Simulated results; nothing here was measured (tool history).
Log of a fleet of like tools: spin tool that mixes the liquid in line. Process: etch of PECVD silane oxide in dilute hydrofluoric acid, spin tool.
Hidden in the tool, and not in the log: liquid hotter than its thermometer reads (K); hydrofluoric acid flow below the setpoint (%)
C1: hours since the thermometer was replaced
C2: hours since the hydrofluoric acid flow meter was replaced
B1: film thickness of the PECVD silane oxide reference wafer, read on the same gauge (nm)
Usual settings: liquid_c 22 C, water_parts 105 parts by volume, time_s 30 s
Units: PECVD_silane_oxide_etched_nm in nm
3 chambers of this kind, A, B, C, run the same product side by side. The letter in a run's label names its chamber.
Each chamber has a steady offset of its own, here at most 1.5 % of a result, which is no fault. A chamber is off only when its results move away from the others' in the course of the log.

run 1C day=0.129 | liquid_c=22 water_parts=105 time_s=30 | C1=825.4 C2=536.5 | B1=140 | PECVD_silane_oxide_etched_nm=8.948
run 2A day=0.312 | liquid_c=22 water_parts=105 time_s=30 | C1=355.8 C2=1311.7 | B1=140.03 | PECVD_silane_oxide_etched_nm=8.8904
run 3B day=0.546 | liquid_c=22 water_parts=105 time_s=30 | C1=1026.9 C2=903.7 | B1=140.01 | PECVD_silane_oxide_etched_nm=8.7298
run 4B day=0.688 | liquid_c=22 water_parts=105 time_s=30 | C1=1030.3 C2=907.1 | B1=139.98 | PECVD_silane_oxide_etched_nm=8.7376
run 5A day=0.842 | liquid_c=18.5 water_parts=65 time_s=30 | C1=368.5 C2=1324.4 | B1=140.02 | PECVD_silane_oxide_etched_nm=12.926
run 6C day=1.021 | liquid_c=18.5 water_parts=65 time_s=30 | C1=846.8 C2=557.9 | B1=140.02 | PECVD_silane_oxide_etched_nm=12.946
run 7B day=1.15 | liquid_c=18.5 water_parts=65 time_s=30 | C1=1041.4 C2=918.2 | B1=140.02 | PECVD_silane_oxide_etched_nm=12.737
run 8C day=1.346 | liquid_c=22 water_parts=65 time_s=30 | C1=854.6 C2=565.7 | B1=139.98 | PECVD_silane_oxide_etched_nm=14.998
-- day=1.483 chamber C: hydrofluoric acid flow meter replaced
run 9A day=1.488 | liquid_c=22 water_parts=65 time_s=30 | C1=384 C2=1339.9 | B1=140.01 | PECVD_silane_oxide_etched_nm=15.093
run 10B day=1.708 | liquid_c=22 water_parts=65 time_s=30 | C1=1054.8 C2=931.6 | B1=139.96 | PECVD_silane_oxide_etched_nm=14.671
run 11A day=1.85 | liquid_c=22 water_parts=105 time_s=30 | C1=392.7 C2=1348.6 | B1=140.01 | PECVD_silane_oxide_etched_nm=8.9685
run 12C day=2.058 | liquid_c=22 water_parts=105 time_s=30 | C1=871.7 C2=13.9 | B1=140.01 | PECVD_silane_oxide_etched_nm=8.8425
run 13B day=2.183 | liquid_c=22 water_parts=105 time_s=30 | C1=1066.2 C2=943 | B1=140 | PECVD_silane_oxide_etched_nm=8.7998
run 14A day=2.421 | liquid_c=22 water_parts=105 time_s=30 | C1=406.4 C2=1362.3 | B1=139.97 | PECVD_silane_oxide_etched_nm=8.9833
run 15C day=2.625 | liquid_c=22 water_parts=65 time_s=30 | C1=885.3 C2=27.5 | B1=140.02 | PECVD_silane_oxide_etched_nm=15.197
run 16B day=2.754 | liquid_c=22 water_parts=65 time_s=30 | C1=1079.9 C2=956.7 | B1=139.96 | PECVD_silane_oxide_etched_nm=14.661
run 17A day=2.938 | liquid_c=22 water_parts=65 time_s=30 | C1=418.8 C2=1374.7 | B1=139.96 | PECVD_silane_oxide_etched_nm=15.271
run 18C day=3.179 | liquid_c=22 water_parts=105 time_s=30 | C1=898.6 C2=40.8 | B1=140.02 | PECVD_silane_oxide_etched_nm=8.9776
run 19C day=3.308 | liquid_c=22 water_parts=105 time_s=30 | C1=901.7 C2=43.9 | B1=140.02 | PECVD_silane_oxide_etched_nm=8.8966
run 20A day=3.492 | liquid_c=18.5 water_parts=105 time_s=30 | C1=432.1 C2=1388 | B1=139.99 | PECVD_silane_oxide_etched_nm=7.9336
run 21B day=3.671 | liquid_c=18.5 water_parts=105 time_s=30 | C1=1101.9 C2=978.7 | B1=140 | PECVD_silane_oxide_etched_nm=7.5383
run 22B day=3.842 | liquid_c=18.5 water_parts=105 time_s=30 | C1=1106 C2=982.8 | B1=140.04 | PECVD_silane_oxide_etched_nm=7.6238
run 23A day=3.996 | liquid_c=22 water_parts=105 time_s=30 | C1=444.2 C2=1400.1 | B1=140.01 | PECVD_silane_oxide_etched_nm=9.1912

What goes on in this fleet: one chamber off, a drifting gauge, or nothing beyond the chambers' own small offsets? Name the chamber and the cause, if any.

Chamber A drifts away from the others.
Cause: liquid hotter than its thermometer reads (K) = 0.941.
The log may not tell that from: hydrofluoric acid flow above the setpoint (%).

Here are 4 candidates for chamber A's next run, each the usual settings with a change, their results left as question marks. Which one brings its results back in line with what the others give on the usual settings?
In line means no further than this from the other chambers' mean on the usual settings: PECVD_silane_oxide_etched_nm 0.18 nm
run 24A-1 day=4.167 | liquid_c=22 water_parts=110 time_s=30 | PECVD_silane_oxide_etched_nm=?
run 24A-2 day=4.167 | liquid_c=22 water_parts=100 time_s=30 | PECVD_silane_oxide_etched_nm=?
run 24A-3 day=4.167 | liquid_c=24.5 water_parts=105 time_s=30 | PECVD_silane_oxide_etched_nm=?
run 24A-4 day=4.167 | liquid_c=22 water_parts=115 time_s=30 | PECVD_silane_oxide_etched_nm=?

The other chambers' mean on the usual settings: PECVD_silane_oxide_etched_nm 8.8268 nm
run=24A-1 PECVD_silane_oxide_etched_nm=8.7847
run=24A-2 PECVD_silane_oxide_etched_nm=9.7682
run=24A-3 PECVD_silane_oxide_etched_nm=10.195
run=24A-4 PECVD_silane_oxide_etched_nm=8.3575
24A-1 brings the chamber back in line.
